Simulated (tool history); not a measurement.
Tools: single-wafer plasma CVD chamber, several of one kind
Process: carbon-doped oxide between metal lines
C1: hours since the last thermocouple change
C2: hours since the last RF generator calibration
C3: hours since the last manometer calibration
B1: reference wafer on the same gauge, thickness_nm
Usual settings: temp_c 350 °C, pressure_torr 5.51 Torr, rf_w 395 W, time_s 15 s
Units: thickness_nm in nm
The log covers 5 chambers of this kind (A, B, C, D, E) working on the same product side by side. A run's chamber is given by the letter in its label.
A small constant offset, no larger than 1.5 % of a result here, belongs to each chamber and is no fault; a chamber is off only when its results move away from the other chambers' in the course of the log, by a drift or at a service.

Run 1B, day 0.225: usual settings; C1 1058.5; C2 491.2; C3 943.7; B1 73.688. Result: thickness_nm 67.067 nm.
Run 2A, day 0.508: usual settings; C1 1507; C2 964.2; C3 874.3; B1 73.736. Result: thickness_nm 66.943 nm.
Run 3C, day 0.683: usual settings; C1 273.9; C2 1490.4; C3 844.3; B1 73.627. Result: thickness_nm 66.281 nm.
Run 4D, day 0.975: usual settings; C1 1670.5; C2 1868.4; C3 1164.4; B1 73.663. Result: thickness_nm 67.156 nm.
Run 5E, day 1.121: usual settings; C1 1360.8; C2 711.1; C3 124.5; B1 73.654. Result: thickness_nm 66.377 nm.
Run 6A, day 1.379: usual settings; C1 1527.9; C2 985.1; C3 895.2; B1 73.719. Result: thickness_nm 66.856 nm.
Run 7E, day 1.588: usual settings; C1 1372; C2 722.3; C3 135.7; B1 73.693. Result: thickness_nm 66.529 nm.
Run 8B, day 1.746: usual settings; C1 1095; C2 527.7; C3 980.2; B1 73.641. Result: thickness_nm 67.011 nm.
Run 9C, day 1.95: usual settings; C1 304.3; C2 1520.8; C3 874.7; B1 73.723. Result: thickness_nm 66.584 nm.
Run 10D, day 2.233: usual settings but pressure_torr 4.41 Torr, rf_w 420 W; C1 1700.7; C2 1898.6; C3 1194.6; B1 73.72. Result: thickness_nm 68.235 nm.
Run 11E, day 2.492: usual settings but pressure_torr 4.41 Torr, rf_w 420 W; C1 1393.7; C2 744; C3 157.4; B1 73.699. Result: thickness_nm 67.636 nm.
Run 12D, day 2.712: usual settings but pressure_torr 4.41 Torr, rf_w 420 W; C1 1712.2; C2 1910.1; C3 1206.1; B1 73.737. Result: thickness_nm 68.493 nm.
Run 13B, day 2.862: usual settings but pressure_torr 4.41 Torr, rf_w 420 W; C1 1121.8; C2 554.5; C3 1007; B1 73.701. Result: thickness_nm 67.967 nm.
Run 14C, day 3.154: usual settings but pressure_torr 4.41 Torr, rf_w 420 W; C1 333.2; C2 1549.7; C3 903.6; B1 73.738. Result: thickness_nm 67.575 nm.
Run 15A, day 3.333: usual settings; C1 1574.8; C2 1032; C3 942.1; B1 73.712. Result: thickness_nm 66.913 nm.
Run 16E, day 3.488: usual settings; C1 1417.6; C2 767.9; C3 181.3; B1 73.726. Result: thickness_nm 66.247 nm.
Run 17A, day 3.617: usual settings; C1 1581.6; C2 1038.8; C3 948.9; B1 73.704. Result: thickness_nm 67.001 nm.
Run 18D, day 3.838: usual settings; C1 1739.2; C2 1937.1; C3 1233.1; B1 73.637. Result: thickness_nm 67.551 nm.
Run 19B, day 3.996: usual settings; C1 1149; C2 581.7; C3 1034.2; B1 73.724. Result: thickness_nm 66.788 nm.
Run 20C, day 4.212: usual settings; C1 358.6; C2 1575.1; C3 929; B1 73.776. Result: thickness_nm 66.391 nm.
Run 21D, day 4.417: usual settings; C1 1753.1; C2 1951; C3 1247; B1 73.683. Result: thickness_nm 67.836 nm.
Run 22A, day 4.575: usual settings; C1 1604.6; C2 1061.8; C3 971.9; B1 73.627. Result: thickness_nm 66.663 nm.
Run 23B, day 4.854: usual settings; C1 1169.6; C2 602.3; C3 1054.8; B1 73.701. Result: thickness_nm 67.233 nm.
Run 24C, day 5.108: usual settings; C1 380.1; C2 1596.6; C3 950.5; B1 73.736. Result: thickness_nm 66.243 nm.
Run 25E, day 5.354: usual settings; C1 1462.4; C2 812.7; C3 226.1; B1 73.692. Result: thickness_nm 66.142 nm.
Run 26E, day 5.583: usual settings; C1 1467.9; C2 818.2; C3 231.6; B1 73.693. Result: thickness_nm 65.526 nm.
At day 5.75: chamber B: thermocouple changed; heater temperature recalibrated.
Run 27A, day 5.817: usual settings; C1 1634.4; C2 1091.6; C3 1001.7; B1 73.702. Result: thickness_nm 66.62 nm.
Run 28D, day 6.062: usual settings; C1 1792.6; C2 1990.5; C3 1286.5; B1 73.658. Result: thickness_nm 67.467 nm.
Run 29C, day 6.35: usual settings; C1 409.9; C2 1626.4; C3 980.3; B1 73.683. Result: thickness_nm 66.805 nm.
Run 30B, day 6.575: usual settings; C1 19.9; C2 643.6; C3 1096.1; B1 73.708. Result: thickness_nm 67.199 nm.
At day 6.588: chamber E: thermocouple changed; heater temperature recalibrated.
At day 6.658: chamber A: capacitance manometer re-zeroed and calibrated.
Run 31A, day 6.746: usual settings but pressure_torr 4.36 Torr, rf_w 435 W; C1 1656.7; C2 1113.9; C3 2.2; B1 73.744. Result: thickness_nm 69.388 nm.
Run 32E, day 7: usual settings but pressure_torr 4.36 Torr, rf_w 435 W; C1 10; C2 852.2; C3 265.6; B1 73.743. Result: thickness_nm 67.357 nm.
Run 33D, day 7.171: usual settings but pressure_torr 4.36 Torr, rf_w 435 W; C1 1819.2; C2 2017.1; C3 1313.1; B1 73.704. Result: thickness_nm 69.612 nm.
Run 34B, day 7.408: usual settings but pressure_torr 4.36 Torr, rf_w 435 W; C1 39.9; C2 663.6; C3 1116.1; B1 73.721. Result: thickness_nm 69.62 nm.
Run 35C, day 7.6: usual settings but pressure_torr 4.36 Torr, rf_w 435 W; C1 439.9; C2 1656.4; C3 1010.3; B1 73.691. Result: thickness_nm 69.211 nm.
Run 36C, day 7.883: usual settings; C1 446.7; C2 1663.2; C3 1017.1; B1 73.646. Result: thickness_nm 66.794 nm.
Run 37A, day 8.112: usual settings; C1 1689.5; C2 1146.7; C3 35; B1 73.645. Result: thickness_nm 66.443 nm.
Run 38E, day 8.254: usual settings; C1 40.1; C2 882.3; C3 295.7; B1 73.689. Result: thickness_nm 64.355 nm.
Run 39B, day 8.429: usual settings; C1 64.4; C2 688.1; C3 1140.6; B1 73.705. Result: thickness_nm 67.091 nm.
Run 40D, day 8.575: usual settings; C1 1852.9; C2 2050.8; C3 1346.8; B1 73.714. Result: thickness_nm 67.086 nm.
Run 41C, day 8.758: usual settings; C1 467.7; C2 1684.2; C3 1038.1; B1 73.715. Result: thickness_nm 66.124 nm.

All chambers now run identical settings, listed one chamber a line with results as question marks. What results will each chamber show?
Run 42A, day 8.971: usual settings but rf_w 370 W. Result: thickness_nm ?.
Run 42B, day 8.971: usual settings but rf_w 370 W. Result: thickness_nm ?.
Run 42C, day 8.971: usual settings but rf_w 370 W. Result: thickness_nm ?.
Run 42D, day 8.971: usual settings but rf_w 370 W. Result: thickness_nm ?.
Run 42E, day 8.971: usual settings but rf_w 370 W. Result: thickness_nm ?.

run  thickness_nm
42A        63.313
42B        63.844
42C        63.324
42D        64.524
42E         60.71
